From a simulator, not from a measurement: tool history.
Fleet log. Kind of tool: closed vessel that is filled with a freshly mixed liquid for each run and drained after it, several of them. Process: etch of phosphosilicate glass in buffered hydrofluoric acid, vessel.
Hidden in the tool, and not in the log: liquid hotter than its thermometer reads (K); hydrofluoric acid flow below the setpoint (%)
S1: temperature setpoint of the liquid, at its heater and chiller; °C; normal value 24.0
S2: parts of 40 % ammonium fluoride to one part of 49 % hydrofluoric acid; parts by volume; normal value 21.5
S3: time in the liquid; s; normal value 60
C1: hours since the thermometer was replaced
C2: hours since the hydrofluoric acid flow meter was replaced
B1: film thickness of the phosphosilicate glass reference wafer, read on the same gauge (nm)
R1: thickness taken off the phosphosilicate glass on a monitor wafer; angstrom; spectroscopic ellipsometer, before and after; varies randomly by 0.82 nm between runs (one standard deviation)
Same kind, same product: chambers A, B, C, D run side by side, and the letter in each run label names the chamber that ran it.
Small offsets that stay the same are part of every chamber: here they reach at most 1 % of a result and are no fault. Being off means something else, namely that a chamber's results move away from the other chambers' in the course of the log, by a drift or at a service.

run     day    S1    S2  S3      C1      C2      B1      R1
 1C   0.650  24.0  21.5  60   816.7   946.4  129.99  1300.0
 2A   1.038  24.0  21.5  60   148.0   507.7  130.00  1312.3
 3B   1.496  24.0  21.5  60    83.4   624.3  130.04  1308.7
 4D   1.842  24.0  21.5  60   253.7   645.5  129.99  1325.3
 5B   2.175  24.0  21.5  60    99.7   640.6  130.01  1328.3
      2.271  -- chamber C: hydrofluoric acid flow meter replaced
 6A   2.496  24.0  21.5  60   183.0   542.7  130.01  1332.5
 7C   2.858  24.0  21.5  60   869.7    14.2  130.00  1304.1
 8D   3.358  27.0  15.5  60   290.1   681.9  130.02  2093.7
 9A   3.850  27.0  15.5  60   215.5   575.2  130.00  2106.8
10D   4.250  27.0  15.5  60   311.5   703.3  129.98  2092.0
11B   4.862  27.0  15.5  60   164.2   705.1  129.97  2087.9
12C   5.433  24.0  21.5  60   931.5    76.0  130.00  1310.5
13A   5.867  24.0  21.5  60   263.9   623.6  130.00  1338.5
14C   6.333  24.0  21.5  60   953.1    97.6  130.00  1314.5
15D   6.700  24.0  13.5  60   370.3   762.1  130.03  2067.7
16B   7.021  24.0  13.5  60   216.0   756.9  130.00  2011.6
17C   7.392  24.0  13.5  60   978.5   123.0  129.98  2048.0
18B   7.950  24.0  13.5  60   238.3   779.2  129.99  2000.1
19A   8.275  24.0  21.5  60   321.7   681.4  130.00  1319.5
20D   8.946  21.5  21.5  75   424.2   816.0  129.99  1475.1
21B   9.588  21.5  21.5  75   277.6   818.5  130.00  1434.0
22A  10.000  21.5  21.5  75   363.1   722.8  130.00  1446.7
23D  10.600  21.5  21.5  75   463.9   855.7  130.00  1477.6
24C  11.262  24.0  16.0  60  1071.4   215.9  130.00  1731.1
25A  11.858  24.0  16.0  60   407.7   767.4  129.99  1752.5
26B  12.238  24.0  16.0  60   341.2   882.1  129.98  1724.8
27C  12.888  24.0  16.0  60  1110.4   254.9  130.01  1727.4
28D  13.400  20.5  16.0  60   531.1   922.9  130.02  1491.3
29A  14.083  20.5  16.0  60   461.1   820.8  129.99  1421.8
30B  14.679  20.5  16.0  60   399.8   940.7  129.97  1407.8
31D  15.138  20.5  16.0  60   572.8   964.6  129.97  1522.9
32C  15.792  24.0  21.5  60  1180.1   324.6  130.00  1307.1
33D  16.425  24.0  21.5  60   603.7   995.5  129.99  1395.2
34C  16.942  24.0  21.5  60  1207.7   352.2  130.01  1307.1
35A  17.612  24.0  21.5  60   545.8   905.5  130.02  1321.6
36B  18.258  24.0  16.5  45   485.7  1026.6  130.01  1239.5
37A  18.933  24.0  16.5  45   577.5   937.2  130.00  1250.7
38C  19.592  24.0  16.5  45  1271.3   415.8  130.00  1249.8
     19.929  -- chamber B: thermometer replaced
39B  19.958  24.0  16.5  45     0.7  1067.4  130.00  1234.1
40D  20.288  24.0  14.5  60   696.4  1088.2  130.00  2052.7

Next, all 4 chambers run the settings below, one line each with question marks for the results. What does each chamber give?
41A  20.779  24.0  21.5  60               ?
41B  20.779  24.0  21.5  60               ?
41C  20.779  24.0  21.5  60               ?
41D  20.779  24.0  21.5  60               ?

run      R1
41A  1303.9
41B  1304.3
41C  1312.6
41D  1428.5

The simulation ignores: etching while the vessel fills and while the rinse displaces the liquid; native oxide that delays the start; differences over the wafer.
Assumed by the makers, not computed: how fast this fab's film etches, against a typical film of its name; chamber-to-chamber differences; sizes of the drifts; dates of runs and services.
